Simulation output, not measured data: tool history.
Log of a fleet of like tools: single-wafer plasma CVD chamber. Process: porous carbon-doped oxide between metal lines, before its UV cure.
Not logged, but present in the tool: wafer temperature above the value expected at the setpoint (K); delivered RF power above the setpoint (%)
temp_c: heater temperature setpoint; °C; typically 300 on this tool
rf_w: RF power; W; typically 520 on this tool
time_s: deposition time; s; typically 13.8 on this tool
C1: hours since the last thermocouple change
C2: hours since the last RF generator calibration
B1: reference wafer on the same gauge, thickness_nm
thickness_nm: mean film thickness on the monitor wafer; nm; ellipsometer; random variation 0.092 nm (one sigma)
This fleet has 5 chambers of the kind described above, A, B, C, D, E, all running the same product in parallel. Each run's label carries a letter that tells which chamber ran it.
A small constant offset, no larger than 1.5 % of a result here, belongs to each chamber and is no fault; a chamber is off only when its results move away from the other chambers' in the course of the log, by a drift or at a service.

Run 1A, hour 10.9: usual settings; C1 2553.7; C2 743.8; B1 71.393. Result: thickness_nm 78.451 nm.
Run 2E, hour 22.8: usual settings; C1 1060.2; C2 360.2; B1 71.421. Result: thickness_nm 77.66 nm.
At hour 27.9: chamber C: thermocouple changed; heater temperature recalibrated.
Run 3B, hour 33.6: usual settings; C1 721; C2 443.2; B1 71.435. Result: thickness_nm 79.247 nm.
Run 4D, hour 48.5: usual settings; C1 2335.6; C2 263.1; B1 71.464. Result: thickness_nm 78.964 nm.
Run 5C, hour 56.7: usual settings; C1 28.8; C2 133; B1 71.457. Result: thickness_nm 79.239 nm.
Run 6A, hour 63.6: usual settings; C1 2606.4; C2 796.5; B1 71.432. Result: thickness_nm 78.728 nm.
Run 7B, hour 71.8: usual settings; C1 759.2; C2 481.4; B1 71.463. Result: thickness_nm 79.158 nm.
Run 8C, hour 81.1: usual settings; C1 53.2; C2 157.4; B1 71.466. Result: thickness_nm 79.305 nm.
Run 9D, hour 93.4: usual settings; C1 2380.5; C2 308; B1 71.485. Result: thickness_nm 79 nm.
Run 10E, hour 103.2: usual settings; C1 1140.6; C2 440.6; B1 71.479. Result: thickness_nm 77.913 nm.
At hour 114.2: chamber A: thermocouple changed; heater temperature recalibrated.
Run 11C, hour 117.3: usual settings but temp_c 288 °C; C1 89.4; C2 193.6; B1 71.524. Result: thickness_nm 85.016 nm.
Run 12E, hour 126.4: usual settings but temp_c 288 °C; C1 1163.8; C2 463.8; B1 71.512. Result: thickness_nm 83.775 nm.
Run 13B, hour 136.7: usual settings but temp_c 288 °C; C1 824.1; C2 546.3; B1 71.516. Result: thickness_nm 85.015 nm.
Run 14A, hour 147.1: usual settings but temp_c 288 °C; C1 32.9; C2 880; B1 71.538. Result: thickness_nm 84.409 nm.
Run 15D, hour 155.5: usual settings but temp_c 288 °C; C1 2442.6; C2 370.1; B1 71.546. Result: thickness_nm 84.871 nm.
Run 16B, hour 166.8: usual settings but temp_c 308 °C, time_s 11.4 s; C1 854.2; C2 576.4; B1 71.561. Result: thickness_nm 63.192 nm.
Run 17A, hour 173.8: usual settings but temp_c 308 °C, time_s 11.4 s; C1 59.6; C2 906.7; B1 71.536. Result: thickness_nm 62.802 nm.
Run 18D, hour 186.7: usual settings but temp_c 308 °C, time_s 11.4 s; C1 2473.8; C2 401.3; B1 71.555. Result: thickness_nm 62.981 nm.
Run 19E, hour 197: usual settings but temp_c 308 °C, time_s 11.4 s; C1 1234.4; C2 534.4; B1 71.575. Result: thickness_nm 61.821 nm.
Run 20C, hour 211.7: usual settings but temp_c 308 °C, time_s 11.4 s; C1 183.8; C2 288; B1 71.589. Result: thickness_nm 63.123 nm.
Run 21E, hour 222.2: usual settings but temp_c 294 °C, time_s 15 s; C1 1259.6; C2 559.6; B1 71.585. Result: thickness_nm 87.541 nm.
Run 22B, hour 230.6: usual settings but temp_c 294 °C, time_s 15 s; C1 918; C2 640.2; B1 71.601. Result: thickness_nm 88.963 nm.
Run 23D, hour 241.2: usual settings but temp_c 294 °C, time_s 15 s; C1 2528.3; C2 455.8; B1 71.611. Result: thickness_nm 88.945 nm.
Run 24A, hour 254: usual settings but temp_c 294 °C, time_s 15 s; C1 139.8; C2 986.9; B1 71.629. Result: thickness_nm 88.515 nm.
Run 25C, hour 267: usual settings but temp_c 294 °C, time_s 15 s; C1 239.1; C2 343.3; B1 71.641. Result: thickness_nm 89.009 nm.
Run 26E, hour 282.2: usual settings but time_s 15 s; C1 1319.6; C2 619.6; B1 71.662. Result: thickness_nm 84.667 nm.
Run 27C, hour 290.9: usual settings but time_s 15 s; C1 263; C2 367.2; B1 71.67. Result: thickness_nm 85.979 nm.
Run 28B, hour 303: usual settings but time_s 15 s; C1 990.4; C2 712.6; B1 71.643. Result: thickness_nm 86.248 nm.
Run 29D, hour 317.7: usual settings but time_s 15 s; C1 2604.8; C2 532.3; B1 71.7. Result: thickness_nm 86.055 nm.
Run 30A, hour 325.1: usual settings but time_s 15 s; C1 210.9; C2 1058; B1 71.678. Result: thickness_nm 85.646 nm.
Run 31D, hour 339.7: usual settings; C1 2626.8; C2 554.3; B1 71.685. Result: thickness_nm 79.314 nm.
Run 32C, hour 351.8: usual settings; C1 323.9; C2 428.1; B1 71.703. Result: thickness_nm 79.555 nm.
Run 33A, hour 359.6: usual settings; C1 245.4; C2 1092.5; B1 71.723. Result: thickness_nm 78.82 nm.
At hour 361.6: chamber B: RF generator calibrated.
Run 34B, hour 367.9: usual settings; C1 1055.3; C2 6.4; B1 71.736. Result: thickness_nm 79.652 nm.
Run 35E, hour 379.4: usual settings but rf_w 565 W, time_s 16.3 s; C1 1416.8; C2 716.8; B1 71.727. Result: thickness_nm 97.025 nm.

Which is it: a chamber that has drifted or been left off by a service, a gauge drift common to all chambers, or only each chamber's usual small offset? If a chamber is off, name it and its likeliest cause.

None of the chambers is off. What moves is the gauge, dragging all their readings along together.
Most likely cause: gauge reads high (%) = 0.481.
